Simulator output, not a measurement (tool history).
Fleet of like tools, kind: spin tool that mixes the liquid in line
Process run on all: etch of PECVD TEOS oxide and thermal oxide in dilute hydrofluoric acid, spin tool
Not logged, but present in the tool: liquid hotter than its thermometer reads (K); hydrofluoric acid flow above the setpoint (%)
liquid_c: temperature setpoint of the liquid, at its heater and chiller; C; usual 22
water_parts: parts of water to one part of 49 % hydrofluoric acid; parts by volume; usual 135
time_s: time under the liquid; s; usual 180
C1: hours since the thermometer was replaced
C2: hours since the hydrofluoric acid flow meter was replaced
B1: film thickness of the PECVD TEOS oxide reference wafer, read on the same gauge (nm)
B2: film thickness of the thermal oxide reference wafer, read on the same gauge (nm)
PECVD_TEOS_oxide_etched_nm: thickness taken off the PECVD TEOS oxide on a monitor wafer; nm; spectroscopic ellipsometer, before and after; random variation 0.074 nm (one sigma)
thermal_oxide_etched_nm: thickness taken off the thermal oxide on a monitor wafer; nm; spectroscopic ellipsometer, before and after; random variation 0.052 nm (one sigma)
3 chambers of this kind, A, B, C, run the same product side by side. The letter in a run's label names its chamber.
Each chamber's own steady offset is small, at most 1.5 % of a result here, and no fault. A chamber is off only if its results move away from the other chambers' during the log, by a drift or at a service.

Run 1B, hour 7.9: usual settings; C1 356.7; C2 651.5; B1 50.017; B2 89.968. Result: PECVD_TEOS_oxide_etched_nm 10.313 nm, thermal_oxide_etched_nm 5.5946 nm.
Run 2C, hour 17.1: usual settings; C1 57.4; C2 210.9; B1 50.061; B2 90.01. Result: PECVD_TEOS_oxide_etched_nm 9.9399 nm, thermal_oxide_etched_nm 5.5435 nm.
Run 3A, hour 30.9: usual settings; C1 1267.1; C2 842.2; B1 50.022; B2 89.999. Result: PECVD_TEOS_oxide_etched_nm 10.173 nm, thermal_oxide_etched_nm 5.4161 nm.
Run 4A, hour 38.2: usual settings; C1 1274.4; C2 849.5; B1 49.982; B2 90.007. Result: PECVD_TEOS_oxide_etched_nm 10.329 nm, thermal_oxide_etched_nm 5.3739 nm.
Run 5C, hour 48: usual settings; C1 88.3; C2 241.8; B1 49.989; B2 89.941. Result: PECVD_TEOS_oxide_etched_nm 10.09 nm, thermal_oxide_etched_nm 5.5323 nm.
Run 6B, hour 64.5: usual settings but liquid_c 24.5 C; C1 413.3; C2 708.1; B1 50.007; B2 89.981. Result: PECVD_TEOS_oxide_etched_nm 11.44 nm, thermal_oxide_etched_nm 6.1724 nm.
Run 7B, hour 74.8: usual settings but liquid_c 24.5 C; C1 423.6; C2 718.4; B1 50.003; B2 90.064. Result: PECVD_TEOS_oxide_etched_nm 11.271 nm, thermal_oxide_etched_nm 6.1003 nm.
Run 8C, hour 87.5: usual settings but liquid_c 24.5 C; C1 127.8; C2 281.3; B1 50.011; B2 90.006. Result: PECVD_TEOS_oxide_etched_nm 11.007 nm, thermal_oxide_etched_nm 6.1164 nm.
Run 9A, hour 100.7: usual settings; C1 1336.9; C2 912; B1 49.976; B2 89.99. Result: PECVD_TEOS_oxide_etched_nm 10.221 nm, thermal_oxide_etched_nm 5.4883 nm.
Run 10B, hour 109.4: usual settings; C1 458.2; C2 753; B1 49.99; B2 89.974. Result: PECVD_TEOS_oxide_etched_nm 10.24 nm, thermal_oxide_etched_nm 5.5746 nm.
Run 11A, hour 116.9: usual settings but liquid_c 26 C, time_s 105 s; C1 1353.1; C2 928.2; B1 49.961; B2 89.959. Result: PECVD_TEOS_oxide_etched_nm 6.9801 nm, thermal_oxide_etched_nm 3.7322 nm.
Run 12C, hour 126.7: usual settings but liquid_c 26 C, time_s 105 s; C1 167; C2 320.5; B1 49.985; B2 89.946. Result: PECVD_TEOS_oxide_etched_nm 6.7782 nm, thermal_oxide_etched_nm 3.7277 nm.
Run 13A, hour 133.9: usual settings but liquid_c 26 C, time_s 105 s; C1 1370.1; C2 945.2; B1 49.987; B2 90.037. Result: PECVD_TEOS_oxide_etched_nm 6.9888 nm, thermal_oxide_etched_nm 3.7323 nm.
Run 14B, hour 143.5: usual settings; C1 492.3; C2 787.1; B1 49.985; B2 90.019. Result: PECVD_TEOS_oxide_etched_nm 10.147 nm, thermal_oxide_etched_nm 5.5808 nm.
Run 15C, hour 152.1: usual settings; C1 192.4; C2 345.9; B1 49.973; B2 89.981. Result: PECVD_TEOS_oxide_etched_nm 10.058 nm, thermal_oxide_etched_nm 5.5195 nm.
Run 16A, hour 168.2: usual settings; C1 1404.4; C2 979.5; B1 49.99; B2 89.984. Result: PECVD_TEOS_oxide_etched_nm 10.219 nm, thermal_oxide_etched_nm 5.4178 nm.
Run 17B, hour 178.3: usual settings; C1 527.1; C2 821.9; B1 50.026; B2 90.02. Result: PECVD_TEOS_oxide_etched_nm 10.306 nm, thermal_oxide_etched_nm 5.4964 nm.
Run 18C, hour 189.7: usual settings; C1 230; C2 383.5; B1 50.031; B2 90.03. Result: PECVD_TEOS_oxide_etched_nm 9.933 nm, thermal_oxide_etched_nm 5.4975 nm.
Run 19C, hour 205: usual settings; C1 245.3; C2 398.8; B1 50.009; B2 89.966. Result: PECVD_TEOS_oxide_etched_nm 10.191 nm, thermal_oxide_etched_nm 5.5312 nm.
Run 20B, hour 219: usual settings; C1 567.8; C2 862.6; B1 49.999; B2 89.964. Result: PECVD_TEOS_oxide_etched_nm 10.406 nm, thermal_oxide_etched_nm 5.4889 nm.
Run 21A, hour 230.5: usual settings; C1 1466.7; C2 1041.8; B1 50.021; B2 90.04. Result: PECVD_TEOS_oxide_etched_nm 10.168 nm, thermal_oxide_etched_nm 5.4472 nm.
Run 22C, hour 240.5: usual settings; C1 280.8; C2 434.3; B1 50.005; B2 90.005. Result: PECVD_TEOS_oxide_etched_nm 10.09 nm, thermal_oxide_etched_nm 5.4992 nm.
Run 23A, hour 254.5: usual settings; C1 1490.7; C2 1065.8; B1 49.991; B2 89.986. Result: PECVD_TEOS_oxide_etched_nm 10.213 nm, thermal_oxide_etched_nm 5.4373 nm.
Run 24B, hour 265.9: usual settings; C1 614.7; C2 909.5; B1 50.001; B2 90.035. Result: PECVD_TEOS_oxide_etched_nm 10.575 nm, thermal_oxide_etched_nm 5.5718 nm.
Run 25C, hour 279.3: usual settings; C1 319.6; C2 473.1; B1 49.995; B2 89.996. Result: PECVD_TEOS_oxide_etched_nm 10.219 nm, thermal_oxide_etched_nm 5.3913 nm.
Run 26A, hour 292.9: usual settings; C1 1529.1; C2 1104.2; B1 50.003; B2 89.999. Result: PECVD_TEOS_oxide_etched_nm 10.195 nm, thermal_oxide_etched_nm 5.3953 nm.
Run 27B, hour 307.7: usual settings; C1 656.5; C2 951.3; B1 49.972; B2 89.98. Result: PECVD_TEOS_oxide_etched_nm 10.685 nm, thermal_oxide_etched_nm 5.7598 nm.
Run 28A, hour 318.6: usual settings; C1 1554.8; C2 1129.9; B1 49.966; B2 89.995. Result: PECVD_TEOS_oxide_etched_nm 10.27 nm, thermal_oxide_etched_nm 5.5042 nm.
Run 29B, hour 334.4: usual settings but water_parts 180 parts by volume; C1 683.2; C2 978; B1 50.03; B2 89.956. Result: PECVD_TEOS_oxide_etched_nm 7.8927 nm, thermal_oxide_etched_nm 4.186 nm.
Run 30C, hour 343.8: usual settings but water_parts 180 parts by volume; C1 384.1; C2 537.6; B1 49.982; B2 90.002. Result: PECVD_TEOS_oxide_etched_nm 7.0659 nm, thermal_oxide_etched_nm 3.9292 nm.
Run 31C, hour 354: usual settings but water_parts 180 parts by volume; C1 394.3; C2 547.8; B1 49.993; B2 89.988. Result: PECVD_TEOS_oxide_etched_nm 7.1824 nm, thermal_oxide_etched_nm 3.9355 nm.
Run 32A, hour 369.9: usual settings; C1 1606.1; C2 1181.2; B1 49.998; B2 89.954. Result: PECVD_TEOS_oxide_etched_nm 10.198 nm, thermal_oxide_etched_nm 5.3567 nm.
Run 33B, hour 386.4: usual settings; C1 735.2; C2 1030; B1 49.971; B2 90.04. Result: PECVD_TEOS_oxide_etched_nm 11.057 nm, thermal_oxide_etched_nm 5.9851 nm.
Run 34B, hour 397.7: usual settings; C1 746.5; C2 1041.3; B1 50.009; B2 89.955. Result: PECVD_TEOS_oxide_etched_nm 11.155 nm, thermal_oxide_etched_nm 5.9098 nm.
Run 35A, hour 407.5: usual settings; C1 1643.7; C2 1218.8; B1 49.971; B2 89.962. Result: PECVD_TEOS_oxide_etched_nm 10.245 nm, thermal_oxide_etched_nm 5.5233 nm.

Does one chamber stand apart from the rest, does the shared gauge drift, or is all well apart from small per-chamber offsets? Give the chamber and the most likely cause, where there is one.

Little by little, chamber B moves away from the other chambers.
What lies behind it: hydrofluoric acid flow above the setpoint (%) = 8.49.
With only this log, it may be confused with: liquid hotter than its thermometer reads (K).

Chamber B could run next with any of the 4 candidate recipes listed below; each alters the usual settings, and their results appear as question marks. Which one brings its results back in line with what the other chambers deliver on the usual settings?
A result is in line if it is within this distance of the other chambers' mean on the usual settings: PECVD_TEOS_oxide_etched_nm 0.26 nm; thermal_oxide_etched_nm 0.18 nm
Run 36B-1, hour 419.5: usual settings but water_parts 145 parts by volume, time_s 165 s. Result: PECVD_TEOS_oxide_etched_nm ?, thermal_oxide_etched_nm ?.
Run 36B-2, hour 419.5: usual settings but water_parts 125 parts by volume, time_s 195 s. Result: PECVD_TEOS_oxide_etched_nm ?, thermal_oxide_etched_nm ?.
Run 36B-3, hour 419.5: usual settings but water_parts 130 parts by volume, time_s 190 s. Result: PECVD_TEOS_oxide_etched_nm ?, thermal_oxide_etched_nm ?.
Run 36B-4, hour 419.5: usual settings but water_parts 140 parts by volume, time_s 170 s. Result: PECVD_TEOS_oxide_etched_nm ?, thermal_oxide_etched_nm ?.

Average result of the remaining chambers running the usual settings: PECVD_TEOS_oxide_etched_nm 10.149 nm; thermal_oxide_etched_nm 5.4767 nm
  run  PECVD_TEOS_oxide_etched_nm  thermal_oxide_etched_nm
36B-1                      9.5151                   5.1218
36B-2                      13.306                   7.1623
36B-3                      12.404                   6.6769
36B-4                      10.204                   5.4925
It is 36B-4 that realigns the chamber with its peers.
